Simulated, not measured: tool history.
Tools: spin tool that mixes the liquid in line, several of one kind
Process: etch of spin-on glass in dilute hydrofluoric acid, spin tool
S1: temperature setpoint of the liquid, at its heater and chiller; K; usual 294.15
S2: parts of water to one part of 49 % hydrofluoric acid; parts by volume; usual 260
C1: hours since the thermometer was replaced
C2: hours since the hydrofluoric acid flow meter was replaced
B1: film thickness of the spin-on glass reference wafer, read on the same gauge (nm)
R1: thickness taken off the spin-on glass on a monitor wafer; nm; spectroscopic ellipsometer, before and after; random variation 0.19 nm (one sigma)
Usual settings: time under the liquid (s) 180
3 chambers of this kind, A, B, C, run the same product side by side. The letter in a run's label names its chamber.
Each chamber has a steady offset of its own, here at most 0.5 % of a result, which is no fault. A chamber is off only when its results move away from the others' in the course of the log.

Run 1B, hour 5.9: usual settings; C1 403.0; C2 1019.7; B1 49.982. Result: R1 20.9440 nm.
Run 2A, hour 17.2: usual settings; C1 1278.2; C2 666.6; B1 49.968. Result: R1 21.1070 nm.
Run 3C, hour 22.5: usual settings; C1 1039.1; C2 89.8; B1 49.988. Result: R1 20.9380 nm.
At hour 24.5: chamber C: thermometer replaced.
Run 4A, hour 27.8: usual settings; C1 1288.8; C2 677.2; B1 49.986. Result: R1 21.0340 nm.
Run 5C, hour 36.0: usual settings but time under the liquid (s) 75; C1 11.6; C2 103.3; B1 50.006. Result: R1 8.7882 nm.
Run 6B, hour 47.9: usual settings but time under the liquid (s) 75; C1 445.0; C2 1061.7; B1 49.975. Result: R1 8.8437 nm.
Run 7B, hour 59.9: usual settings but time under the liquid (s) 75; C1 457.0; C2 1073.7; B1 49.974. Result: R1 8.8104 nm.
Run 8C, hour 68.0: usual settings but time under the liquid (s) 215; C1 43.6; C2 135.3; B1 50.012. Result: R1 25.5030 nm.
Run 9A, hour 78.2: usual settings but time under the liquid (s) 215; C1 1339.2; C2 727.6; B1 50.013. Result: R1 25.0150 nm.
Run 10A, hour 85.5: usual settings but time under the liquid (s) 215; C1 1346.5; C2 734.9; B1 50.004. Result: R1 24.9710 nm.
Run 11C, hour 97.5: usual settings; C1 73.1; C2 164.8; B1 50.034. Result: R1 21.1370 nm.
Run 12B, hour 106.9: usual settings; C1 504.0; C2 1120.7; B1 50.009. Result: R1 20.9180 nm.
Run 13B, hour 117.0: usual settings; C1 514.1; C2 1130.8; B1 49.975. Result: R1 20.4650 nm.
Run 14C, hour 127.0: usual settings; C1 102.6; C2 194.3; B1 50.011. Result: R1 20.9010 nm.
Run 15A, hour 135.7: usual settings but time under the liquid (s) 90; C1 1396.7; C2 785.1; B1 49.985. Result: R1 10.4910 nm.
Run 16C, hour 147.0: usual settings but time under the liquid (s) 90; C1 122.6; C2 214.3; B1 50.025. Result: R1 10.4180 nm.
Run 17A, hour 154.3: usual settings but time under the liquid (s) 90; C1 1415.3; C2 803.7; B1 49.994. Result: R1 10.4410 nm.
Run 18B, hour 162.4: usual settings; C1 559.5; C2 1176.2; B1 50.058. Result: R1 20.7050 nm.
Run 19B, hour 170.2: usual settings; C1 567.3; C2 1184.0; B1 49.993. Result: R1 20.5290 nm.
Run 20C, hour 180.7: usual settings; C1 156.3; C2 248.0; B1 49.969. Result: R1 21.0430 nm.
Run 21A, hour 186.6: usual settings; C1 1447.6; C2 836.0; B1 50.034. Result: R1 21.1100 nm.
Run 22C, hour 194.9: usual settings; C1 170.5; C2 262.2; B1 49.971. Result: R1 20.8540 nm.
Run 23B, hour 200.5: usual settings; C1 597.6; C2 1214.3; B1 49.981. Result: R1 20.3810 nm.
Run 24A, hour 209.7: usual settings; C1 1470.7; C2 859.1; B1 49.984. Result: R1 20.9920 nm.
Run 25B, hour 220.2: usual settings; C1 617.3; C2 1234.0; B1 50.011. Result: R1 20.5540 nm.
Run 26A, hour 226.2: usual settings; C1 1487.2; C2 875.6; B1 49.995. Result: R1 20.9580 nm.
Run 27C, hour 238.0: usual settings; C1 213.6; C2 305.3; B1 49.999. Result: R1 21.2100 nm.
Run 28A, hour 245.3: usual settings; C1 1506.3; C2 894.7; B1 49.986. Result: R1 21.1460 nm.
Run 29B, hour 251.5: usual settings but S2 205 parts by volume, time under the liquid (s) 235; C1 648.6; C2 1265.3; B1 49.998. Result: R1 35.3220 nm.
Run 30C, hour 259.4: usual settings but S2 205 parts by volume, time under the liquid (s) 235; C1 235.0; C2 326.7; B1 49.975. Result: R1 37.0270 nm.
Run 31B, hour 266.8: usual settings but S2 205 parts by volume, time under the liquid (s) 235; C1 663.9; C2 1280.6; B1 49.999. Result: R1 35.7760 nm.
Run 32A, hour 276.3: usual settings; C1 1537.3; C2 925.7; B1 49.952. Result: R1 20.7970 nm.
Run 33C, hour 282.3: usual settings; C1 257.9; C2 349.6; B1 49.992. Result: R1 21.0810 nm.
Run 34B, hour 293.0: usual settings; C1 690.1; C2 1306.8; B1 50.000. Result: R1 20.6000 nm.
Run 35C, hour 298.4: usual settings; C1 274.0; C2 365.7; B1 49.965. Result: R1 20.8570 nm.
Run 36A, hour 303.7: usual settings; C1 1564.7; C2 953.1; B1 50.012. Result: R1 20.9400 nm.
Run 37C, hour 314.6: usual settings; C1 290.2; C2 381.9; B1 50.001. Result: R1 21.0840 nm.
Run 38B, hour 323.9: usual settings; C1 721.0; C2 1337.7; B1 50.014. Result: R1 20.4300 nm.
Run 39A, hour 329.4: usual settings; C1 1590.4; C2 978.8; B1 50.018. Result: R1 21.0050 nm.
Run 40C, hour 338.7: usual settings but S1 290.15 K; C1 314.3; C2 406.0; B1 50.024. Result: R1 18.0650 nm.

Is one chamber off against the others, does the gauge drift, or is nothing wrong? If a chamber is off, say which, and what the likeliest cause is.

Chamber B drifts away from the others.
Cause: hydrofluoric acid flow below the setpoint (%) = 4.44.
The log may not tell that from: liquid colder than its thermometer reads (K).

Here are 4 candidates for chamber B's next run, each the usual settings with a change, their results left as question marks. Which one brings its results back in line with what the others give on the usual settings?
In line means no further than this from the other chambers' mean on the usual settings: R1 0.6700 nm
Run 41B-1, hour 347.4: usual settings but S2 250 parts by volume, time under the liquid (s) 190. Result: R1 ?.
Run 41B-2, hour 347.4: usual settings but S2 255 parts by volume, time under the liquid (s) 185. Result: R1 ?.
Run 41B-3, hour 347.4: usual settings but S2 265 parts by volume, time under the liquid (s) 175. Result: R1 ?.
Run 41B-4, hour 347.4: usual settings but S2 270 parts by volume, time under the liquid (s) 170. Result: R1 ?.

The other chambers' mean on the usual settings: R1 21.0340 nm
  run       R1
41B-1  22.1200
41B-2  21.0080
41B-3  18.9290
41B-4  17.9560
41B-2 brings the chamber back in line.
